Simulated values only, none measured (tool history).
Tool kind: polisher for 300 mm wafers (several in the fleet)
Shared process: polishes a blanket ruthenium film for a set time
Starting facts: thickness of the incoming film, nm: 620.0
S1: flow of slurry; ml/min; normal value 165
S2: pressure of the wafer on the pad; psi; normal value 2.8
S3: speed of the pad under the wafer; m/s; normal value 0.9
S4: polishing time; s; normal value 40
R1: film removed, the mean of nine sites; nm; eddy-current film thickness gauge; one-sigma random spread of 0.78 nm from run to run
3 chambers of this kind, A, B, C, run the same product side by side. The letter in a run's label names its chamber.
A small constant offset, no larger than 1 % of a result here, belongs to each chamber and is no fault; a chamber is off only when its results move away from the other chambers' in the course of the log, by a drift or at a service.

run     day   S1   S2    S3  S4      R1
 1A   0.283  165  2.8   0.9  40  67.422
 2B   0.662  165  2.8   0.9  40  65.586
 3C   0.883  165  2.8   0.9  40  66.154
      1.162  -- chamber C: worn pad replaced by a new one
 4C   1.196  165  2.8   0.9  40  67.273
 5B   1.454  165  2.8   0.9  40  65.896
 6A   1.825  165  2.8   0.9  40  66.716
 7B   2.171  165  2.8   0.9  40  64.765
 8A   2.446  165  2.8   0.9  40  66.901
 9C    2.75  130  2.8  0.76  40  53.597
10B   3.021  130  2.8  0.76  40  52.973
11C   3.458  130  2.8  0.76  40  53.156
      3.517  -- chamber A: worn pad replaced by a new one
12A   3.871  165  2.8   0.9  40  66.033
      3.896  -- chamber C: worn pad replaced by a new one
      4.175  -- chamber B: worn pad replaced by a new one
13B   4.179  165  2.8   0.9  40  65.972
14A   4.525  165  2.8   0.9  40  67.335
15C   4.867  165  2.8   0.9  40  65.796
16A   5.092  165  2.8   0.9  46  75.309
17C   5.312  165  2.8   0.9  46  74.122
18B   5.696  165  2.8   0.9  46  73.357
19B   6.021  165  2.8  1.02  47  85.445
20C     6.4  165  2.8  1.02  47  87.007
      6.808  -- chamber C: worn pad replaced by a new one
21A   6.871  165  2.8  1.02  47  88.072
22A   7.167  165  2.8   0.9  40  66.941
      7.333  -- chamber A: slurry nozzle cleaned
23C   7.462  165  2.8   0.9  40  66.108
24B   7.954  165  2.8   0.9  40  63.888
25A   8.271  165  2.8   0.9  40  65.449
      8.371  -- chamber B: worn pad replaced by a new one
26B   8.733  165  2.8   0.9  40  64.703
      8.988  -- chamber C: worn pad replaced by a new one
      9.038  -- chamber A: worn pad replaced by a new one
27C   9.083  165  3.6   0.9  52  111.56
28B   9.346  165  3.6   0.9  52  106.21
29C   9.646  165  3.6   0.9  52  111.72
30A  10.096  165  2.8   0.9  40  66.465
31C  10.467  165  2.8   0.9  40  65.141
32A  10.908  165  2.8   0.9  40  67.038
33B  11.267  165  2.8   0.9  40  66.055
     11.438  -- chamber C: worn pad replaced by a new one
34C  11.704  165  2.8   0.9  40  66.084
35A  12.133  165  2.8   0.9  40  65.521
     12.454  -- chamber B: worn pad replaced by a new one
36B  12.529  165  2.8   0.9  40  65.779

Is one chamber off against the others, does the gauge drift, or is nothing wrong? If a chamber is off, say which, and what the likeliest cause is.

Nothing is wrong: each chamber keeps only its own small, steady offset and the gauge holds still.
